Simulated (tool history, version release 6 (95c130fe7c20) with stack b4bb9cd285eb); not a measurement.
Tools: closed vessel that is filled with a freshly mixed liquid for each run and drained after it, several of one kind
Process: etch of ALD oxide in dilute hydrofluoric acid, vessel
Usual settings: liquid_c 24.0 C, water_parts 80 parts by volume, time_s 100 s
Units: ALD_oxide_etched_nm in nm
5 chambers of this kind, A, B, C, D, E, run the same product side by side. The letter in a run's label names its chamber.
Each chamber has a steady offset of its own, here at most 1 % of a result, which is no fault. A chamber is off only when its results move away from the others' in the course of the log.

run,hour,liquid_c,water_parts,time_s,hours since the thermometer was replaced,hours since the hydrofluoric acid flow meter was replaced,"read-back film thickness of the ALD oxide reference wafer, read on the same gauge (nm)",ALD_oxide_etched_nm
1E,5.6,24.0,80,100,807.5,667.9,70.017,13.2990
2C,12.9,24.0,80,100,1347.3,1385.8,70.014,13.0750
3D,21.8,24.0,80,100,2075.8,376.5,70.011,12.9610
4B,26.2,24.0,80,100,648.6,154.9,69.982,13.0470
5A,34.9,24.0,80,100,2258.0,1617.2,70.021,13.2470
6D,39.7,24.0,115,70,2093.7,394.4,70.029,6.1354
7E,44.0,24.0,115,70,845.9,706.3,69.976,6.2013
8A,53.0,24.0,115,70,2276.1,1635.3,69.997,6.2613
9C,61.4,24.0,115,70,1395.8,1434.3,70.010,5.9906
10B,66.5,24.0,115,70,688.9,195.2,70.002,6.0249
11B,73.4,24.0,80,100,695.8,202.1,69.984,13.2590
12D,81.5,24.0,80,100,2135.5,436.2,69.994,13.0890
13C,86.4,24.0,80,100,1420.8,1459.3,69.998,13.2550
14A,91.9,24.0,80,100,2315.0,1674.2,70.009,12.9390
15E,98.2,24.0,80,100,900.1,760.5,69.990,13.0770
16D,105.4,24.0,80,100,2159.4,460.1,69.992,12.9770
17C,113.0,24.0,80,100,1447.4,1485.9,70.008,12.7200
18B,121.9,24.0,80,100,744.3,250.6,70.011,12.9760
19E,127.9,24.0,80,100,929.8,790.2,69.985,13.2340
20A,132.3,24.0,80,40,2355.4,1714.6,70.001,5.0847
21B,140.6,24.0,80,40,763.0,269.3,70.002,5.1621
# hour 145.5: chamber D: thermometer replaced
22A,150.3,24.0,80,40,2373.4,1732.6,69.993,5.0722
23E,157.3,24.0,80,40,959.2,819.6,69.958,5.2120
24D,164.7,24.0,80,40,19.2,519.4,70.007,5.2468
25C,174.4,19.5,110,100,1508.8,1547.3,69.980,7.6656
26B,183.7,19.5,110,100,806.1,312.4,69.973,7.7007
27E,191.3,19.5,110,100,993.2,853.6,70.020,7.5651
28A,197.9,19.5,110,100,2421.0,1780.2,69.995,7.1117
29D,203.0,19.5,110,100,57.5,557.7,69.966,7.6287
30C,210.9,24.0,80,100,1545.3,1583.8,70.003,12.9480
31C,217.5,24.0,80,100,1551.9,1590.4,70.003,12.9750
32B,222.5,24.0,80,100,844.9,351.2,69.993,13.0870

Next, every chamber runs the same settings. What will each give?
33A,229.5,28.5,80,100,,,,?
33B,229.5,28.5,80,100,,,,?
33C,229.5,28.5,80,100,,,,?
33D,229.5,28.5,80,100,,,,?
33E,229.5,28.5,80,100,,,,?

run,ALD_oxide_etched_nm
33A,14.4750
33B,15.5250
33C,15.3960
33D,15.4740
33E,15.5740

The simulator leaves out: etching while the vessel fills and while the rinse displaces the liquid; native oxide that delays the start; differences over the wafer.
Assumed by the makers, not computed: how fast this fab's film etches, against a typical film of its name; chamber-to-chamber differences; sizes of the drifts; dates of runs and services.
